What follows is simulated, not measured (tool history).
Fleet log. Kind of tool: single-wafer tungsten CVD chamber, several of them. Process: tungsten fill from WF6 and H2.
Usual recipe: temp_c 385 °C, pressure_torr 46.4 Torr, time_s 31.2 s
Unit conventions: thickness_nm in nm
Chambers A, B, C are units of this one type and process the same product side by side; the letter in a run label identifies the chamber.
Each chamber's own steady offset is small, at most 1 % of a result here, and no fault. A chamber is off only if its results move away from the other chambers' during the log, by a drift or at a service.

run     day  temp_c  pressure_torr  time_s  read-back reference wafer on the same gauge, thickness_nm  thickness_nm
 1B   0.454     385           46.4    31.2                                                     86.862        84.441
 2C   1.112     385           46.4    31.2                                                     86.891        83.390
 3A   1.650     385           46.4    31.2                                                     86.686        83.644
 4B   2.333     385           46.4    31.2                                                     86.869        84.060
 5C   2.950     390           46.4    31.2                                                     86.898        91.285
 6A   3.279     390           46.4    31.2                                                     86.747        93.209
 7B   3.608     390           46.4    31.2                                                     86.836        92.342
 8C   3.929     385           46.4    31.2                                                     86.767        82.561
 9A   4.300     380           46.4    36.7                                                     86.900        88.761
10C   4.921     380           46.4    36.7                                                     86.852        88.092
11B   5.600     380           46.4    36.7                                                     86.874        88.956
12A   6.250     385           46.4    25.6                                                     86.786        69.556
13B   6.712     385           46.4    25.6                                                     86.867        69.561
14A   7.088     385           46.4    25.6                                                     86.746        69.489
15C   7.750     385           46.4    31.2                                                     86.840        83.253
16A   8.117     385           36.2    36.5                                                     86.835        88.756
17B   8.575     385           36.2    36.5                                                     86.797        87.446
18C   9.225     385           36.2    36.5                                                     86.877        86.786
19C   9.579     385           46.4    31.2                                                     86.881        83.071
20A  10.229     376           46.4    31.2                                                     86.799        72.325
21B  10.579     376           46.4    31.2                                                     86.758        70.273
22A  11.258     376           46.4    31.2                                                     86.837        72.436
23B  11.908     385           46.4    31.2                                                     86.841        83.929
24C  12.329     385           46.4    31.2                                                     86.798        82.391
25C  12.896     385           46.4    31.2                                                     86.741        83.859
26B  13.550     385           46.4    31.2                                                     86.834        84.051

Has any chamber moved away from the others, gradually or after a service, or does the common gauge drift, or do the chambers differ only by their own small steady offsets? State the chamber and the most likely cause if one applies.

It is chamber A that slowly wanders off from its peers.
Most likely cause: wafer temperature above the value expected at the setpoint (K) = 2.24.

Here are 4 candidates for chamber A's next run, each the usual settings with a change, their results left as question marks. Which one brings its results back in line with what the others give on the usual settings?
Maximum distance from the other chambers' mean on the usual settings for a result to count as in line: thickness_nm 1.500 nm
27A-1  14.042     387           46.9    31.7                                                                        ?
27A-2  14.042     385           46.4    28.1                                                                        ?
27A-3  14.042     385           40.8    31.2                                                                        ?
27A-4  14.042     385           57.7    31.2                                                                        ?

Other chambers, usual settings, mean: thickness_nm 83.251 nm
  run  thickness_nm
27A-1        93.386
27A-2        79.182
27A-3        82.955
27A-4        96.936
With 27A-3, the chamber falls back in line with the rest.
